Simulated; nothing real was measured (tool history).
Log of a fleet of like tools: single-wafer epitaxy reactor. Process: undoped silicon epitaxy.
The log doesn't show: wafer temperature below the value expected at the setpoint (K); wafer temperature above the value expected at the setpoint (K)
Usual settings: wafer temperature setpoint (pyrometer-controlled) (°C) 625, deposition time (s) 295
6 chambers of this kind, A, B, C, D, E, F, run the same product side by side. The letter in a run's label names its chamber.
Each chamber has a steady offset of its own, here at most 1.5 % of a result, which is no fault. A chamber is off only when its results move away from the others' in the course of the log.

run	day	wafer temperature setpoint (pyrometer-controlled) (°C)	deposition time (s)	hours since the last pyrometer calibration	read-back reference wafer on the same gauge, thickness_nm	mean film thickness on the monitor wafer (angstrom)
1E	0.296	625	295	1765.5	27.222	283.37
2B	0.792	625	295	1128.0	27.227	283.40
3A	1.283	625	295	434.0	27.202	282.15
4C	1.704	625	295	711.7	27.198	278.33
5D	2.033	625	295	327.7	27.210	279.07
6F	2.454	625	295	282.6	27.189	278.62
7B	2.792	625	295	1176.0	27.202	284.86
8F	3.217	625	295	300.9	27.191	278.89
9A	3.588	625	295	489.3	27.215	279.78
10C	3.921	625	295	764.9	27.207	280.71
11D	4.283	625	295	381.7	27.212	278.95
12E	4.571	625	295	1868.1	27.205	284.00
13A	5.029	625	295	523.9	27.186	281.14
14C	5.362	625	295	799.5	27.186	279.57
15E	5.833	625	295	1898.4	27.210	284.81
16F	6.204	625	295	372.6	27.182	280.83
17B	6.492	625	295	1264.8	27.222	283.03
18D	6.942	625	295	445.5	27.222	279.80
19E	7.429	625	295	1936.7	27.180	287.11
20D	7.833	625	295	466.9	27.176	278.30
21C	8.146	614	295	866.3	27.183	216.82
22B	8.512	614	295	1313.3	27.207	220.18
23A	8.908	614	295	617.0	27.191	215.54
24F	9.288	614	295	446.6	27.183	216.93
25F	9.575	614	295	453.5	27.188	217.35
26C	9.954	614	295	909.7	27.199	216.35
27B	10.292	625	295	1356.0	27.191	283.35
28D	10.542	625	295	531.9	27.215	277.74
29E	10.808	625	295	2017.8	27.193	283.60
30A	11.200	625	295	672.0	27.182	278.04
31F	11.692	625	295	504.3	27.212	279.82
32D	11.933	625	295	565.3	27.202	279.13
33B	12.296	625	295	1404.1	27.190	284.67
34C	12.650	625	295	974.4	27.185	278.79
35A	12.908	625	295	713.0	27.213	275.46
36E	13.258	625	295	2076.6	27.211	282.29
37B	13.688	625	295	1437.5	27.218	284.82
38F	13.946	625	295	558.4	27.183	279.74
39E	14.367	625	295	2103.2	27.206	282.23
40A	14.775	637	240	757.8	27.182	292.03
41D	15.167	637	240	642.9	27.226	298.61
42C	15.625	637	240	1045.8	27.224	298.58
43D	15.954	637	240	661.8	27.204	295.72
44B	16.321	637	240	1500.7	27.222	304.09

Next, every chamber runs the same settings. What will each give?
45A	16.688	619	295			?
45B	16.688	619	295			?
45C	16.688	619	295			?
45D	16.688	619	295			?
45E	16.688	619	295			?
45F	16.688	619	295			?

run	mean film thickness on the monitor wafer (angstrom)
45A	235.41
45B	245.88
45C	244.96
45D	242.67
45E	245.34
45F	242.91

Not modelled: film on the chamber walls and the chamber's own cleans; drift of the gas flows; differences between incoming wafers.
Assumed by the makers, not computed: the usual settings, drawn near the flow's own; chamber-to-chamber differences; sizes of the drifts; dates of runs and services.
